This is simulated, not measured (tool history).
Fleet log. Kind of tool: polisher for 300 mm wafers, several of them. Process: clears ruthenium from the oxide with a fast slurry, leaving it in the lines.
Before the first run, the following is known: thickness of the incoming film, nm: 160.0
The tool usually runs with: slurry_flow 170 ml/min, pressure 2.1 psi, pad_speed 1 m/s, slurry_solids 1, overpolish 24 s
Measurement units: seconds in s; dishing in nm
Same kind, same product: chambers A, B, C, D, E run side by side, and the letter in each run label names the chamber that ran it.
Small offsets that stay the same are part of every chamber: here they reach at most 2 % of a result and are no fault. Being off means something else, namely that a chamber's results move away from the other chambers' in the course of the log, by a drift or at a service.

| run | hour | slurry_flow | pressure | pad_speed | slurry_solids | overpolish | wafers polished on this pad | hours since the slurry nozzle was cleaned | hours since the head pressure was calibrated | hours since the slurry blender was calibrated | seconds | dishing |
|---|---|---|---|---|---|---|---|---|---|---|---|---|
|  | 4.3 | chamber A: worn pad replaced by a new one |
|  | 6.4 | chamber E: worn pad replaced by a new one |
| 1D | 14.4 | 170 | 2.1 | 1 | 1 | 24 | 500 | 380.7 | 647.9 | 26.2 | 54.115 | 58.623 |
|  | 19 | chamber B: head pressure recalibrated |
|  | 21.7 | chamber C: worn pad replaced by a new one |
| 2B | 22.1 | 170 | 2.1 | 1 | 1 | 24 | 745 | 132.2 | 3.2 | 205.5 | 55.185 | 59.479 |
| 3A | 36.5 | 170 | 2.1 | 1 | 1 | 24 | 307 | 510.2 | 189.2 | 243.1 | 54.99 | 57.975 |
|  | 38.8 | chamber B: worn pad replaced by a new one |
| 4C | 50.2 | 170 | 2.1 | 1 | 1 | 24 | 272 | 201.6 | 118 | 305.3 | 53.918 | 59.08 |
|  | 51.2 | chamber D: worn pad replaced by a new one |
|  | 52 | chamber A: slurry blender recalibrated |
| 5E | 57.7 | 170 | 2.1 | 1 | 1 | 24 | 489 | 634.6 | 905.4 | 273 | 55.79 | 57.702 |
|  | 65.1 | chamber C: slurry blender recalibrated |
| 6A | 66.9 | 170 | 2.1 | 1 | 1 | 24 | 598 | 540.6 | 219.6 | 14.9 | 55.643 | 55.801 |
| 7B | 79.5 | 170 | 2.1 | 1 | 1 | 24 | 388 | 189.6 | 60.6 | 262.9 | 54.62 | 58.56 |
|  | 79.6 | chamber E: slurry nozzle cleaned |
|  | 84.1 | chamber A: worn pad replaced by a new one |
| 8E | 86.3 | 170 | 2.1 | 1 | 1 | 24 | 762 | 6.7 | 934 | 301.6 | 54.414 | 57.168 |
|  | 88.7 | chamber B: slurry nozzle cleaned |
| 9D | 98.2 | 170 | 2.1 | 1 | 1 | 24 | 449 | 464.5 | 731.7 | 110 | 54.517 | 59.125 |
|  | 100.6 | chamber E: worn pad replaced by a new one |
| 10C | 110.5 | 170 | 2.1 | 1 | 1 | 24 | 847 | 261.9 | 178.3 | 45.5 | 54.108 | 56.255 |
| 11E | 121.6 | 170 | 2.1 | 1 | 1 | 24 | 201 | 42 | 969.3 | 336.9 | 55.147 | 57.751 |
|  | 126.2 | chamber C: worn pad replaced by a new one |
|  | 127.3 | chamber B: worn pad replaced by a new one |
| 12C | 131.6 | 170 | 2.1 | 1 | 1 | 24 | 52 | 283 | 199.4 | 66.6 | 55.033 | 56.144 |
|  | 133.7 | chamber D: slurry blender recalibrated |
|  | 135.5 | chamber D: worn pad replaced by a new one |
| 13D | 144.2 | 170 | 2.1 | 1 | 1 | 24 | 83 | 510.5 | 777.7 | 10.5 | 52.757 | 58.077 |
|  | 152.3 | chamber A: slurry nozzle cleaned |
|  | 156 | chamber A: worn pad replaced by a new one |
| 14B | 157.6 | 170 | 2.1 | 1 | 1 | 24 | 289 | 69 | 138.7 | 341 | 54.653 | 57.046 |
|  | 167.5 | chamber D: slurry nozzle cleaned |
| 15A | 167.8 | 170 | 2.1 | 1 | 1 | 24 | 113 | 15.5 | 320.5 | 115.8 | 55.065 | 58.499 |
| 16D | 178.1 | 170 | 2.1 | 1 | 1 | 24 | 406 | 10.7 | 811.6 | 44.4 | 54.553 | 59.648 |
| 17A | 189.7 | 170 | 2.1 | 1 | 1 | 24 | 322 | 37.4 | 342.4 | 137.7 | 55.905 | 56.223 |
|  | 193.6 | chamber B: slurry blender recalibrated |
| 18E | 203.2 | 170 | 2.1 | 1 | 1 | 24 | 979 | 123.6 | 1050.9 | 418.5 | 55.65 | 57.444 |
|  | 206.8 | chamber E: worn pad replaced by a new one |
|  | 208.4 | chamber D: worn pad replaced by a new one |
| 19C | 209.7 | 170 | 2.1 | 1 | 1 | 24 | 797 | 361.1 | 277.5 | 144.7 | 56.272 | 57.624 |
|  | 211 | chamber B: worn pad replaced by a new one |
| 20B | 221.3 | 170 | 2.1 | 1 | 1 | 24 | 98 | 132.7 | 202.4 | 27.7 | 54.725 | 58.333 |
|  | 230.8 | chamber C: worn pad replaced by a new one |
| 21B | 234.2 | 170 | 2.1 | 1.32 | 1 | 24 | 221 | 145.6 | 215.3 | 40.6 | 41.345 | 73.386 |
|  | 235.8 | chamber A: worn pad replaced by a new one |
| 22D | 243.9 | 170 | 2.1 | 1.32 | 1 | 24 | 339 | 76.5 | 877.4 | 110.2 | 40.806 | 78.256 |
| 23E | 252.3 | 170 | 2.1 | 1.32 | 1 | 24 | 434 | 172.7 | 1100 | 467.6 | 43.376 | 71.02 |
| 24A | 264.4 | 170 | 2.1 | 1.32 | 1 | 24 | 273 | 112.1 | 417.1 | 212.4 | 41.23 | 71.982 |
| 25C | 274.8 | 170 | 2.1 | 1.32 | 1 | 24 | 419 | 426.2 | 342.6 | 209.8 | 42.731 | 74.976 |
| 26B | 284.1 | 170 | 2.1 | 1 | 1 | 24 | 697 | 195.5 | 265.2 | 90.5 | 55.196 | 54.966 |
| 27D | 293.7 | 170 | 2.1 | 1 | 1 | 24 | 814 | 126.3 | 927.2 | 160 | 54.202 | 58.076 |
|  | 295.2 | chamber D: worn pad replaced by a new one |
|  | 296.8 | chamber D: slurry blender recalibrated |
|  | 303.9 | chamber E: worn pad replaced by a new one |
| 28A | 304.3 | 170 | 2.1 | 1 | 1.25 | 24 | 653 | 152 | 457 | 252.3 | 50.458 | 60.896 |
|  | 307.7 | chamber A: worn pad replaced by a new one |
| 29E | 313.3 | 170 | 2.1 | 1 | 1.25 | 24 | 90 | 233.7 | 1161 | 528.6 | 52.756 | 61.684 |
|  | 321.3 | chamber B: worn pad replaced by a new one |
| 30C | 322.2 | 170 | 2.1 | 1 | 1.25 | 24 | 872 | 473.6 | 390 | 257.2 | 50.398 | 61.057 |
|  | 328.9 | chamber A: slurry blender recalibrated |
| 31C | 334.9 | 170 | 2.1 | 1 | 1.25 | 24 | 993 | 486.3 | 402.7 | 269.9 | 50.408 | 63.335 |
|  | 338.7 | chamber C: slurry nozzle cleaned |
|  | 340.4 | chamber C: worn pad replaced by a new one |
| 32E | 348.9 | 170 | 2.1 | 1 | 1.25 | 24 | 429 | 269.3 | 1196.6 | 564.2 | 52.703 | 60.103 |
|  | 349.9 | chamber B: slurry nozzle cleaned |
|  | 361.1 | chamber C: head pressure recalibrated |
| 33D | 362.5 | 170 | 2.1 | 1 | 1 | 24 | 642 | 195.1 | 996 | 65.8 | 52.893 | 60.177 |
| 34A | 372.5 | 170 | 2.1 | 1 | 1 | 24 | 619 | 220.2 | 525.2 | 43.6 | 54.884 | 56.326 |
| 35B | 380.2 | 170 | 2.1 | 1 | 1 | 24 | 562 | 30.3 | 361.3 | 186.6 | 54.293 | 58.799 |
|  | 386 | chamber E: worn pad replaced by a new one |
| 36B | 390 | 170 | 2.1 | 1 | 1 | 24 | 656 | 40.1 | 371.1 | 196.4 | 54.229 | 58.563 |
| 37C | 404.6 | 170 | 2.1 | 1 | 1 | 24 | 612 | 65.9 | 43.5 | 339.6 | 55.385 | 58.158 |
| 38E | 411 | 170 | 2.1 | 1 | 1 | 24 | 239 | 331.4 | 1258.7 | 626.3 | 61.43 | 51.098 |

Each of the 5 chambers runs these same settings next. Fill in every chamber's results:
| 39A | 421.7 | 190 | 2.1 | 1 | 1 | 24 |  |  |  |  | ? | ? |
| 39B | 421.7 | 190 | 2.1 | 1 | 1 | 24 |  |  |  |  | ? | ? |
| 39C | 421.7 | 190 | 2.1 | 1 | 1 | 24 |  |  |  |  | ? | ? |
| 39D | 421.7 | 190 | 2.1 | 1 | 1 | 24 |  |  |  |  | ? | ? |
| 39E | 421.7 | 190 | 2.1 | 1 | 1 | 24 |  |  |  |  | ? | ? |

| run | seconds | dishing |
|---|---|---|
| 39A | 53.743 | 56.175 |
| 39B | 54.079 | 57.86 |
| 39C | 53.694 | 58.618 |
| 39D | 53.65 | 58.085 |
| 39E | 60.038 | 54.67 |
